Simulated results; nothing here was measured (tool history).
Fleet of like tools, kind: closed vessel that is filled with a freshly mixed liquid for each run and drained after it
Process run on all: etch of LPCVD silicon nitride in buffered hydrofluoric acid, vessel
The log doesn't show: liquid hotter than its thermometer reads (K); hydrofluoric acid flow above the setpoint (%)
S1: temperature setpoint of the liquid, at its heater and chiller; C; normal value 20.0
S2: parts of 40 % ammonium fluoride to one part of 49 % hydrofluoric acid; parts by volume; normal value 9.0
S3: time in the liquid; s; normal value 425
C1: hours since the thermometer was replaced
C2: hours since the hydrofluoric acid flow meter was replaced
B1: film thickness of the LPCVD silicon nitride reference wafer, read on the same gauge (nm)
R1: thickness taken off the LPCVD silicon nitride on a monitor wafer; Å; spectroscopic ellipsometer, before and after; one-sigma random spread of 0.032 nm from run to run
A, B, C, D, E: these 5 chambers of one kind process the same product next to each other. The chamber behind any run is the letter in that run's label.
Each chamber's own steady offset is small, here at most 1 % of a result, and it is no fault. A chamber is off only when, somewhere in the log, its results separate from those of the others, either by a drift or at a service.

run	day	S1	S2	S3	C1	C2	B1	R1
1E	0.525	20.0	9.0	425	1375.4	455.6	50.013	49.937
2A	0.979	20.0	9.0	425	460.3	53.1	49.982	49.972
3B	1.492	20.0	9.0	425	1381.1	1097.9	50.011	50.191
4D	1.738	20.0	9.0	425	406.4	300.0	49.981	49.464
5C	2.096	20.0	12.0	425	1257.8	607.6	49.989	39.023
# day 2.233: chamber E: thermometer replaced
6A	2.421	20.0	12.0	425	494.9	87.7	50.005	38.792
7E	2.658	20.0	12.0	425	10.3	506.8	50.006	39.412
8C	2.946	20.0	12.0	425	1278.2	628.0	49.992	38.959
9D	3.275	20.0	12.0	425	443.3	336.9	49.989	39.095
10B	3.696	20.0	9.0	425	1434.0	1150.8	50.008	50.559
11D	4.208	24.5	9.0	235	465.7	359.3	49.996	35.487
12C	4.504	24.5	9.0	235	1315.6	665.4	49.977	35.096
13E	4.900	24.5	9.0	235	64.1	560.6	50.015	35.350
14B	5.196	24.5	9.0	235	1470.0	1186.8	49.995	35.642
15A	5.567	24.5	9.0	235	570.4	163.2	50.029	35.358
16E	6.017	22.0	10.5	425	90.9	587.4	50.025	49.922
17B	6.354	22.0	10.5	425	1497.8	1214.6	50.012	49.418
18A	6.604	22.0	10.5	425	595.3	188.1	49.983	49.866
19D	6.917	22.0	10.5	425	530.7	424.3	49.988	51.421
20C	7.362	22.0	10.5	425	1384.2	734.0	50.003	49.926
21D	7.700	20.0	10.0	180	549.5	443.1	49.984	20.521
22C	8.050	20.0	10.0	180	1400.7	750.5	49.997	19.543
23E	8.296	20.0	10.0	180	145.6	642.1	50.015	19.891
# day 8.592: chamber C: thermometer replaced
24A	8.658	20.0	10.0	180	644.6	237.4	49.988	19.838
25B	8.908	20.0	10.0	180	1559.1	1275.9	50.013	19.760
26E	9.358	20.0	9.0	425	171.1	667.6	50.000	49.479
27D	9.658	20.0	6.0	560	596.5	490.1	50.000	104.460
28A	9.958	20.0	6.0	560	675.8	268.6	50.031	98.769
29B	10.454	20.0	6.0	560	1596.2	1313.0	50.002	99.887
30C	10.712	20.0	6.0	560	50.9	814.4	49.978	97.473
31B	11.154	20.0	6.0	560	1613.0	1329.8	50.003	101.070
32D	11.654	20.0	9.0	425	644.4	538.0	49.985	54.395
33C	12.179	18.0	9.0	605	86.1	849.6	49.985	63.457

Is one chamber out of step, is the gauge drifting, or do the chambers differ by no more than their own small offsets? For an off chamber, give its letter and the likeliest cause.

One chamber, D, drifts off from the rest bit by bit.
Cause: liquid hotter than its thermometer reads (K) = 1.43.
The log may not tell that from: hydrofluoric acid flow above the setpoint (%).

Below are 4 candidate recipes for chamber D's next run, each the usual settings with a change, their results shown as question marks. Which of them brings D's results back in line with what the other chambers give on the usual settings?
Maximum distance from the other chambers' mean on the usual settings for a result to count as in line: R1 1.100 Å
34D-1	12.558	20.0	9.0	395				?
34D-2	12.558	20.0	9.0	460				?
34D-3	12.558	20.0	9.0	490				?
34D-4	12.558	19.5	9.0	375				?

Other chambers, usual settings, mean: R1 49.980 Å
run	R1
34D-1	50.184
34D-2	58.442
34D-3	62.254
34D-4	46.339
34D-1 puts the chamber back in line with the other chambers.

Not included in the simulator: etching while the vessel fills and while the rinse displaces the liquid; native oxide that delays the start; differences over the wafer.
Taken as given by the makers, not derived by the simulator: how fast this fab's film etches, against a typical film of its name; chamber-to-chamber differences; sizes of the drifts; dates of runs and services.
